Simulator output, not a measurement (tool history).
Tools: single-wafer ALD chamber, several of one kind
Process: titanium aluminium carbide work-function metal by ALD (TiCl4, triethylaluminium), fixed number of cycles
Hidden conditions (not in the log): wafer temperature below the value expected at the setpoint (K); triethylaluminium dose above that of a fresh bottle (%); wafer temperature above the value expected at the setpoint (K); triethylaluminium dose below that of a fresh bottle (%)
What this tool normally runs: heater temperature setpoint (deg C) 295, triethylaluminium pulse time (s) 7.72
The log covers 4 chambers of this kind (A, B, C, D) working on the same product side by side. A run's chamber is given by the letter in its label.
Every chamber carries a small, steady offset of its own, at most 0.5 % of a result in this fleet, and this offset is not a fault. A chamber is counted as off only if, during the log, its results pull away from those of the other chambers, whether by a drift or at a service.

run	day	heater temperature setpoint (deg C)	triethylaluminium pulse time (s)	hours since the last thermocouple change	hours since the last triethylaluminium bottle change	read-back reference wafer on the same gauge, thickness_nm	mean film thickness on the monitor wafer (nm)
1B	0.354	295	7.72	2367.1	1278.1	2.0400	1.8871
2D	0.762	295	7.72	806.1	560.1	2.0400	1.8720
3C	1.158	295	7.72	289.4	1673.4	2.0410	1.8749
4A	1.608	295	7.72	1034.1	880.2	2.0411	1.8840
# day 1.717: chamber C: triethylaluminium bottle replaced
5A	1.996	295	7.72	1043.4	889.5	2.0412	1.8878
6B	2.542	295	7.72	2419.6	1330.6	2.0418	1.8869
7D	2.983	295	8.92	859.4	613.4	2.0412	1.9263
8C	3.400	295	8.92	343.2	40.4	2.0418	1.9226
9D	3.742	295	8.92	877.6	631.6	2.0428	1.9279
10C	4.167	295	8.92	361.6	58.8	2.0428	1.9208
11A	4.654	295	7.72	1107.2	953.3	2.0430	1.8855
12B	5.058	295	7.72	2480.0	1391.0	2.0433	1.8882
13C	5.438	295	7.72	392.1	89.3	2.0443	1.8746
14D	5.696	295	7.72	924.5	678.5	2.0436	1.8759
15A	6.000	295	7.72	1139.5	985.6	2.0438	1.8862
# day 6.208: chamber D: triethylaluminium bottle replaced
16B	6.358	295	7.72	2511.2	1422.2	2.0441	1.8887
17B	6.679	295	5.88	2518.9	1429.9	2.0450	1.7601
18C	6.950	295	5.88	428.4	125.6	2.0450	1.7574
19A	7.308	295	5.88	1170.9	1017.0	2.0447	1.7626
20D	7.750	295	5.88	973.8	37.1	2.0450	1.7525
21D	8.308	295	7.72	987.2	50.5	2.0456	1.8790
22A	8.817	295	7.72	1207.1	1053.2	2.0455	1.8924
23B	9.212	295	7.72	2579.7	1490.7	2.0463	1.8893
24C	9.600	308	7.72	492.0	189.2	2.0458	1.9896
25C	10.054	308	7.72	502.9	200.1	2.0466	1.9905
# day 10.275: chamber D: thermocouple changed; heater temperature recalibrated
26D	10.408	308	7.72	3.2	100.9	2.0469	1.9905
27B	10.929	308	7.72	2620.9	1531.9	2.0474	2.0031
28A	11.392	295	7.72	1268.9	1115.0	2.0476	1.8902
29D	11.683	295	7.72	33.8	131.5	2.0483	1.8836
30C	12.088	295	7.72	551.7	248.9	2.0475	1.8817
31A	12.400	295	7.72	1293.1	1139.2	2.0482	1.8934
32B	12.933	295	7.72	2669.0	1580.0	2.0484	1.8910
33C	13.462	295	7.72	584.7	281.9	2.0488	1.8791
34B	13.846	295	7.72	2690.9	1601.9	2.0489	1.8950
35A	14.150	295	7.72	1335.1	1181.2	2.0490	1.8893
36D	14.692	295	7.72	106.0	203.7	2.0497	1.8844
37C	14.983	295	7.72	621.2	318.4	2.0497	1.8806

Is one chamber off against the others, does the gauge drift, or is nothing wrong? If a chamber is off, say which, and what the likeliest cause is.

The shared gauge is drifting. All chambers look as if they move in step, but none is off.
Cause: gauge reads high (%) = 0.494.
